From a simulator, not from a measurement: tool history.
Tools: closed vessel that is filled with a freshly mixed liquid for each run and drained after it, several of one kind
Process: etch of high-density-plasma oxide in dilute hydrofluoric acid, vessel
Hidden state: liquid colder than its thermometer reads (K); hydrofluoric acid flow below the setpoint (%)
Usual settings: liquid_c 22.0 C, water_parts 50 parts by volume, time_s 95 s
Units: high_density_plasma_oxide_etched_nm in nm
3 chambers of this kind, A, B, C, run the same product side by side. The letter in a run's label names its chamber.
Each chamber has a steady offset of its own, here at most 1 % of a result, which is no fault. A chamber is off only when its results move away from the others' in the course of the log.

run,hour,liquid_c,water_parts,time_s,hours since the thermometer was replaced,hours since the hydrofluoric acid flow meter was replaced,"read-back film thickness of the high-density-plasma oxide reference wafer, read on the same gauge (nm)",high_density_plasma_oxide_etched_nm
1C,4.4,22.0,50,95,518.3,1903.8,40.021,9.6567
2B,7.4,22.0,50,95,429.6,927.7,40.005,9.6753
3A,10.3,22.0,50,95,774.7,1611.9,39.999,9.6960
4C,13.8,22.0,50,95,527.7,1913.2,39.983,9.6518
5B,16.8,22.0,50,95,439.0,937.1,40.009,9.6996
6A,20.5,22.0,50,95,784.9,1622.1,40.025,9.8023
7A,23.4,22.0,50,135,787.8,1625.0,39.980,13.8340
8B,25.5,22.0,50,135,447.7,945.8,39.989,13.6210
9C,28.6,22.0,50,135,542.5,1928.0,39.999,13.6990
10B,31.4,22.0,50,95,453.6,951.7,40.015,9.6706
11C,35.6,22.0,30,95,549.5,1935.0,40.026,16.4070
12A,38.9,22.0,30,95,803.3,1640.5,40.062,16.4840
13A,43.1,22.0,30,95,807.5,1644.7,39.991,16.2070
14B,47.0,22.0,50,95,469.2,967.3,40.001,9.6378
15C,51.3,22.0,50,95,565.2,1950.7,40.011,9.6646
16C,54.8,22.0,50,95,568.7,1954.2,39.984,9.6891
17A,57.4,23.5,50,95,821.8,1659.0,39.969,10.1150
18B,61.0,23.5,50,95,483.2,981.3,39.954,10.2370
19B,64.5,23.5,50,95,486.7,984.8,40.009,10.2420
20A,67.2,22.0,50,95,831.6,1668.8,39.997,9.3326
21C,69.8,22.0,50,95,583.7,1969.2,39.999,9.6132
22C,73.5,22.0,50,95,587.4,1972.9,40.016,9.6401
23A,76.4,22.0,50,95,840.8,1678.0,39.961,9.2321

Is one chamber off against the others, does the gauge drift, or is nothing wrong? If a chamber is off, say which, and what the likeliest cause is.

Chamber A drifts away from the others.
Cause: hydrofluoric acid flow below the setpoint (%) = 5.4.
The log may not tell that from: liquid colder than its thermometer reads (K).

Here are 4 candidates for chamber A's next run, each the usual settings with a change, their results left as question marks. Which one brings its results back in line with what the others give on the usual settings?
In line means no further than this from the other chambers' mean on the usual settings: high_density_plasma_oxide_etched_nm 0.1400 nm
24A-1,79.6,21.5,50,95,,,,?
24A-2,79.6,22.5,50,95,,,,?
24A-3,79.6,22.0,50,100,,,,?
24A-4,79.6,22.0,50,90,,,,?

The other chambers' mean on the usual settings: high_density_plasma_oxide_etched_nm 9.6605 nm
run,high_density_plasma_oxide_etched_nm
24A-1,8.9924
24A-2,9.3834
24A-3,9.6697
24A-4,8.7027
24A-3 brings the chamber back in line.
